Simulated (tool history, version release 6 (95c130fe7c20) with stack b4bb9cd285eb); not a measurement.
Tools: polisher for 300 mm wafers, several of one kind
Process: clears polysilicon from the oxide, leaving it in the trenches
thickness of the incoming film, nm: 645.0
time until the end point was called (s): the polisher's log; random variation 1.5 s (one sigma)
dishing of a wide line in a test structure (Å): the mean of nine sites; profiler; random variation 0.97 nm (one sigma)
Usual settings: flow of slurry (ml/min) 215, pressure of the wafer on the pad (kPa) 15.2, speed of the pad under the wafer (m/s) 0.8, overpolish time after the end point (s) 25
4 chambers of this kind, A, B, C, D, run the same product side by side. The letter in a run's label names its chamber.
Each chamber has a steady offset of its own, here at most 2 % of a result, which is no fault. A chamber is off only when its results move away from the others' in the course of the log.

| run | day | flow of slurry (ml/min) | pressure of the wafer on the pad (kPa) | speed of the pad under the wafer (m/s) | overpolish time after the end point (s) | time until the end point was called (s) | dishing of a wide line in a test structure (Å) |
|---|---|---|---|---|---|---|---|
|  | 0.042 | chamber D: worn pad replaced by a new one |
| 1C | 0.129 | 215 | 15.2 | 0.8 | 25 | 80.079 | 411.71 |
| 2B | 0.3 | 215 | 15.2 | 0.8 | 25 | 80.834 | 401.79 |
| 3D | 0.4 | 215 | 15.2 | 0.8 | 25 | 79.262 | 391.18 |
| 4A | 0.583 | 215 | 15.2 | 0.8 | 25 | 82.305 | 396.93 |
| 5A | 0.688 | 215 | 15.2 | 0.8 | 25 | 82.095 | 409.25 |
| 6C | 0.846 | 215 | 15.2 | 0.8 | 25 | 83.618 | 415.65 |
| 7B | 0.942 | 215 | 15.2 | 0.8 | 25 | 83.638 | 409.75 |
| 8D | 1.083 | 215 | 15.2 | 0.8 | 25 | 81.059 | 412.24 |
|  | 1.133 | chamber B: worn pad replaced by a new one |
| 9D | 1.225 | 215 | 15.2 | 0.8 | 25 | 79.984 | 398.15 |
|  | 1.375 | chamber A: head pressure recalibrated |
| 10A | 1.396 | 215 | 15.2 | 0.8 | 25 | 83.419 | 409.67 |
| 11B | 1.533 | 215 | 15.2 | 0.8 | 25 | 80.187 | 413.96 |
|  | 1.546 | chamber C: worn pad replaced by a new one |
| 12C | 1.696 | 215 | 15.2 | 0.8 | 25 | 81.74 | 421.2 |
|  | 1.733 | chamber B: head pressure recalibrated |
| 13A | 1.858 | 215 | 15.2 | 0.8 | 39 | 82.693 | 394.57 |
| 14D | 2.038 | 215 | 15.2 | 0.8 | 39 | 82.596 | 427.3 |
|  | 2.071 | chamber D: worn pad replaced by a new one |
| 15B | 2.167 | 215 | 15.2 | 0.8 | 39 | 84.272 | 413.9 |
| 16C | 2.35 | 215 | 15.2 | 0.8 | 39 | 82.396 | 402.21 |
| 17C | 2.471 | 215 | 15.2 | 0.8 | 25 | 83.648 | 403.52 |
| 18A | 2.629 | 215 | 15.2 | 0.8 | 25 | 80.728 | 406.74 |
| 19B | 2.808 | 215 | 15.2 | 0.8 | 25 | 77.251 | 387.02 |
| 20D | 2.933 | 215 | 15.2 | 0.8 | 25 | 83.496 | 403.31 |
| 21B | 3.108 | 215 | 10.3 | 0.8 | 25 | 119.02 | 390.14 |
| 22A | 3.192 | 215 | 10.3 | 0.8 | 25 | 121.89 | 395.14 |
| 23D | 3.342 | 215 | 10.3 | 0.8 | 25 | 116.99 | 421.88 |
|  | 3.358 | chamber B: worn pad replaced by a new one |
|  | 3.421 | chamber A: worn pad replaced by a new one |
| 24C | 3.442 | 215 | 10.3 | 0.8 | 25 | 117.58 | 401.76 |
| 25C | 3.575 | 185 | 15.2 | 0.8 | 25 | 79.442 | 424.1 |
| 26A | 3.708 | 185 | 15.2 | 0.8 | 25 | 83.966 | 390.63 |
| 27D | 3.796 | 185 | 15.2 | 0.8 | 25 | 84.087 | 400.87 |
| 28B | 3.95 | 185 | 15.2 | 0.8 | 25 | 84.043 | 397.41 |
| 29A | 4.038 | 215 | 15.2 | 0.8 | 25 | 81.371 | 410.81 |
| 30C | 4.212 | 215 | 15.2 | 0.8 | 25 | 79.607 | 407.68 |
|  | 4.288 | chamber D: worn pad replaced by a new one |
| 31B | 4.367 | 215 | 15.2 | 0.8 | 25 | 80.303 | 423.26 |
| 32D | 4.454 | 285 | 15.2 | 0.8 | 13 | 80.627 | 362.77 |
| 33B | 4.633 | 285 | 15.2 | 0.8 | 13 | 76.2 | 386.19 |
| 34A | 4.821 | 285 | 15.2 | 0.8 | 13 | 79.095 | 374.21 |
| 35C | 4.996 | 285 | 15.2 | 0.8 | 13 | 79.601 | 385.73 |
| 36D | 5.079 | 215 | 15.2 | 0.8 | 25 | 81.813 | 411.06 |
| 37C | 5.171 | 215 | 15.2 | 0.8 | 25 | 84.264 | 386.27 |

All 4 chambers run these settings next. Forecast each chamber's results:
| 38A | 5.308 | 240 | 15.2 | 0.8 | 25 | ? | ? |
| 38B | 5.308 | 240 | 15.2 | 0.8 | 25 | ? | ? |
| 38C | 5.308 | 240 | 15.2 | 0.8 | 25 | ? | ? |
| 38D | 5.308 | 240 | 15.2 | 0.8 | 25 | ? | ? |

| run | time until the end point was called (s) | dishing of a wide line in a test structure (Å) |
|---|---|---|
| 38A | 84.284 | 407.13 |
| 38B | 79.75 | 400.48 |
| 38C | 80.363 | 419.11 |
| 38D | 79.072 | 418.91 |
